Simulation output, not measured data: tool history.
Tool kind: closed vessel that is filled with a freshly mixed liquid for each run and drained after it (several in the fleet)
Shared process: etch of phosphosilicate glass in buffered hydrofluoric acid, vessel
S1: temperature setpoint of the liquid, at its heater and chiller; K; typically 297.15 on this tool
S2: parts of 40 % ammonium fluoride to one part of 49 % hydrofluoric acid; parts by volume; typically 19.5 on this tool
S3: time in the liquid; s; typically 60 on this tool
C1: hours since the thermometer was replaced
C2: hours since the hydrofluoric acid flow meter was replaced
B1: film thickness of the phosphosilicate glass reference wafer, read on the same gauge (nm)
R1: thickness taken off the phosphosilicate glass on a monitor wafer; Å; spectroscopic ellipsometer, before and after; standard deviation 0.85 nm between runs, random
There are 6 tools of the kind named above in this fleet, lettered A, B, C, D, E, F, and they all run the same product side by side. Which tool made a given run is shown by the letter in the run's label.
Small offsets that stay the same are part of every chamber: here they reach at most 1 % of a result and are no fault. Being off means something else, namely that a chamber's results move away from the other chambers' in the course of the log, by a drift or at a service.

run 1C hour=10.3 | S1=297.15 S2=19.5 S3=60 | C1=1806.4 C2=1215.5 | B1=80.003 | R1=1834.5
run 2D hour=18 | S1=297.15 S2=19.5 S3=60 | C1=1830.2 C2=1079.1 | B1=79.986 | R1=1820.7
run 3E hour=24 | S1=297.15 S2=19.5 S3=60 | C1=266.4 C2=344.1 | B1=79.99 | R1=1819.3
-- hour=24.8 chamber F: hydrofluoric acid flow meter replaced
run 4F hour=34.6 | S1=297.15 S2=19.5 S3=60 | C1=1331.5 C2=9.8 | B1=80.008 | R1=1830
run 5A hour=43.5 | S1=297.15 S2=19.5 S3=60 | C1=851.6 C2=528.5 | B1=79.991 | R1=1841.3
run 6B hour=52 | S1=297.15 S2=19.5 S3=85 | C1=469.2 C2=1153.1 | B1=79.983 | R1=2592.2
run 7D hour=62.2 | S1=297.15 S2=19.5 S3=85 | C1=1874.4 C2=1123.3 | B1=80.002 | R1=2596
run 8C hour=70.7 | S1=297.15 S2=19.5 S3=85 | C1=1866.8 C2=1275.9 | B1=79.988 | R1=2604.8
run 9A hour=77.6 | S1=297.15 S2=19.5 S3=85 | C1=885.7 C2=562.6 | B1=79.986 | R1=2583
run 10F hour=85.1 | S1=297.15 S2=19.5 S3=85 | C1=1382 C2=60.3 | B1=80.01 | R1=2571.9
run 11E hour=90.6 | S1=297.15 S2=19.5 S3=85 | C1=333 C2=410.7 | B1=79.998 | R1=2601.9
run 12B hour=98.2 | S1=297.15 S2=19.5 S3=60 | C1=515.4 C2=1199.3 | B1=79.999 | R1=1825.1
run 13B hour=106.5 | S1=297.15 S2=19.5 S3=60 | C1=523.7 C2=1207.6 | B1=80.011 | R1=1835.5
-- hour=106.6 chamber C: thermometer replaced
run 14D hour=115.3 | S1=297.15 S2=19.5 S3=60 | C1=1927.5 C2=1176.4 | B1=79.996 | R1=1830.5
run 15C hour=125.9 | S1=297.15 S2=19.5 S3=60 | C1=19.3 C2=1331.1 | B1=79.989 | R1=1847.5
run 16F hour=135.1 | S1=297.15 S2=19.5 S3=60 | C1=1432 C2=110.3 | B1=80.021 | R1=1822.8
run 17E hour=144.2 | S1=297.15 S2=19.5 S3=60 | C1=386.6 C2=464.3 | B1=80.017 | R1=1834.2
run 18A hour=155.1 | S1=297.15 S2=19.5 S3=60 | C1=963.2 C2=640.1 | B1=79.964 | R1=1827.4
run 19E hour=161.9 | S1=297.15 S2=19.5 S3=60 | C1=404.3 C2=482 | B1=79.993 | R1=1856.5
run 20F hour=168.5 | S1=297.15 S2=19.5 S3=60 | C1=1465.4 C2=143.7 | B1=80.01 | R1=1824.7
run 21A hour=179.6 | S1=297.15 S2=19.5 S3=60 | C1=987.7 C2=664.6 | B1=79.979 | R1=1834.8
run 22B hour=184.9 | S1=297.15 S2=19.5 S3=60 | C1=602.1 C2=1286 | B1=79.978 | R1=1837.6
run 23C hour=190.7 | S1=297.15 S2=14.5 S3=60 | C1=84.1 C2=1395.9 | B1=80.014 | R1=2485.1
run 24D hour=201.2 | S1=297.15 S2=14.5 S3=60 | C1=2013.4 C2=1262.3 | B1=79.999 | R1=2426.3
run 25B hour=211.1 | S1=297.15 S2=14.5 S3=60 | C1=628.3 C2=1312.2 | B1=80.033 | R1=2441.1
-- hour=215.5 chamber A: hydrofluoric acid flow meter replaced
run 26C hour=222.1 | S1=297.15 S2=14.5 S3=60 | C1=115.5 C2=1427.3 | B1=80.008 | R1=2466
-- hour=229.7 chamber F: thermometer replaced
run 27E hour=230.1 | S1=297.15 S2=14.5 S3=60 | C1=472.5 C2=550.2 | B1=79.996 | R1=2530.2
run 28A hour=239.8 | S1=297.15 S2=14.5 S3=60 | C1=1047.9 C2=24.3 | B1=80.002 | R1=2447.8
run 29F hour=250.8 | S1=297.15 S2=19.5 S3=60 | C1=21.2 C2=226 | B1=79.993 | R1=1823.6
run 30D hour=261.2 | S1=297.15 S2=19.5 S3=60 | C1=2073.4 C2=1322.3 | B1=79.981 | R1=1836.7
run 31A hour=271.4 | S1=297.15 S2=19.5 S3=60 | C1=1079.5 C2=55.9 | B1=80.018 | R1=1844.5
run 32C hour=283.1 | S1=297.15 S2=19.5 S3=60 | C1=176.5 C2=1488.3 | B1=80.005 | R1=1835.7
run 33E hour=288.7 | S1=297.15 S2=19.5 S3=60 | C1=531.1 C2=608.8 | B1=79.98 | R1=1911.4
run 34D hour=294.9 | S1=300.65 S2=19.5 S3=60 | C1=2107.1 C2=1356 | B1=79.989 | R1=2198.2
run 35F hour=300.5 | S1=300.65 S2=19.5 S3=60 | C1=70.9 C2=275.7 | B1=79.996 | R1=2205.6
run 36B hour=312 | S1=300.65 S2=19.5 S3=60 | C1=729.2 C2=1413.1 | B1=79.997 | R1=2213.1
run 37D hour=322.7 | S1=300.65 S2=19.5 S3=60 | C1=2134.9 C2=1383.8 | B1=80.005 | R1=2218.6
run 38B hour=328 | S1=300.65 S2=19.5 S3=60 | C1=745.2 C2=1429.1 | B1=80.017 | R1=2236.2
run 39C hour=337.3 | S1=300.65 S2=19.5 S3=60 | C1=230.7 C2=1542.5 | B1=79.982 | R1=2227.2
run 40F hour=342.6 | S1=297.15 S2=19.5 S3=60 | C1=113 C2=317.8 | B1=79.986 | R1=1849.6

All 6 chambers run these settings next. Forecast each chamber's results:
run 41A hour=351 | S1=294.65 S2=19.5 S3=60 | R1=?
run 41B hour=351 | S1=294.65 S2=19.5 S3=60 | R1=?
run 41C hour=351 | S1=294.65 S2=19.5 S3=60 | R1=?
run 41D hour=351 | S1=294.65 S2=19.5 S3=60 | R1=?
run 41E hour=351 | S1=294.65 S2=19.5 S3=60 | R1=?
run 41F hour=351 | S1=294.65 S2=19.5 S3=60 | R1=?

run=41A R1=1594.9
run=41B R1=1605.6
run=41C R1=1601.7
run=41D R1=1592.8
run=41E R1=1704.1
run=41F R1=1585.1
